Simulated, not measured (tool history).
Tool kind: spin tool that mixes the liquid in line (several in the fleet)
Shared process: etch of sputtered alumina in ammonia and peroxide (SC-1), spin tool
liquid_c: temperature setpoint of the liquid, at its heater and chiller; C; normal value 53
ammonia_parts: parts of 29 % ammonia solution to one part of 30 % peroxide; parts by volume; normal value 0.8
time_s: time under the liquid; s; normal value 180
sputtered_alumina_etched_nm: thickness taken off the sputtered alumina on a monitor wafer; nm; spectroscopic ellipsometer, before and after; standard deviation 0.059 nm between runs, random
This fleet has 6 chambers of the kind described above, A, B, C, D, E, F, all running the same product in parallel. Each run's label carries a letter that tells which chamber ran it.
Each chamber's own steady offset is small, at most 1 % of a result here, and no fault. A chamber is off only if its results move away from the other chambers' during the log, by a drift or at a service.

run,hour,liquid_c,ammonia_parts,time_s,"read-back film thickness of the sputtered alumina reference wafer, read on the same gauge (nm)",sputtered_alumina_etched_nm
1B,4.6,53,0.8,180,30.05,10.642
2E,11.1,53,0.8,180,29.984,10.819
3C,16,53,0.8,180,29.969,10.565
4F,23.5,53,0.8,180,29.959,10.672
5D,31.4,53,0.8,180,30.005,10.716
6A,36.3,53,0.8,180,29.987,10.715
7B,42.9,53,0.8,180,29.958,10.7
8F,49.6,61.5,0.65,180,30.004,16.522
9E,56.7,61.5,0.65,180,30.007,16.184
10D,64.6,61.5,0.65,180,30.012,16.408
11A,69.1,61.5,0.65,180,29.999,16.382
12C,77.2,61.5,0.65,180,30.001,16.329
13E,83.2,61.5,0.65,180,29.983,16.27
14F,91.4,53,1.15,220,30.038,13.43
15C,100.4,53,1.15,220,30.027,13.44
16A,106.8,53,1.15,220,30.031,13.528
17B,114.2,53,1.15,220,30.017,13.828
18D,121.1,53,1.15,220,29.943,13.406
19F,127,53,1.15,220,29.995,13.546
20E,132.3,53,0.8,180,30.004,10.715
21C,140.1,53,0.8,180,30.016,10.638
22B,147.7,53,0.8,260,29.975,16.021
23A,156.5,53,0.8,260,30.008,15.566
24D,162.8,53,0.8,260,29.996,15.529
25C,167.3,53,0.8,260,29.955,15.433
26A,174.3,53,0.8,260,29.971,15.379
27D,182.7,53,0.8,260,30.015,15.416
28B,190.5,53,0.8,180,29.969,11.12
# hour 192.9: chamber B: new drum of ammonia solution connected
29E,196.7,53,0.8,180,29.935,10.71
30F,201.3,53,0.8,180,29.982,10.574
31B,209.3,53,0.8,180,29.981,11.157
32E,218.3,53,0.8,180,29.984,10.677
# hour 221: chamber C: new drum of ammonia solution connected
33A,225.3,61.5,0.8,235,29.968,21.76
34F,232.4,61.5,0.8,235,30.009,21.831
35C,236.6,61.5,0.8,235,29.998,21.547
36D,243.1,61.5,0.8,235,29.995,21.753
37F,247.9,61.5,0.8,235,29.97,21.804
38C,253.4,61.5,0.8,235,29.988,21.291
39A,261.2,53,0.8,180,29.973,10.846

Which is it: a chamber that has drifted or been left off by a service, a gauge drift common to all chambers, or only each chamber's usual small offset? If a chamber is off, name it and its likeliest cause.

It is chamber B that slowly wanders off from its peers.
Likeliest cause: liquid hotter than its thermometer reads (K) = 0.963.

Which of the 4 candidates below, each the usual settings with something changed and its results left as question marks, puts chamber B back in line with what the other chambers give on the usual settings?
In line means no further than this from the other chambers' mean on the usual settings: sputtered_alumina_etched_nm 0.2 nm
40B-1,267.8,53,0.3,180,,?
40B-2,267.8,53.5,0.8,185,,?
40B-3,267.8,52.5,0.8,175,,?
40B-4,267.8,53,0.8,200,,?

What the other chambers average on the usual settings: sputtered_alumina_etched_nm 10.688 nm
run,sputtered_alumina_etched_nm
40B-1,10.293
40B-2,11.897
40B-3,10.673
40B-4,12.523
40B-3 brings the chamber back in line.

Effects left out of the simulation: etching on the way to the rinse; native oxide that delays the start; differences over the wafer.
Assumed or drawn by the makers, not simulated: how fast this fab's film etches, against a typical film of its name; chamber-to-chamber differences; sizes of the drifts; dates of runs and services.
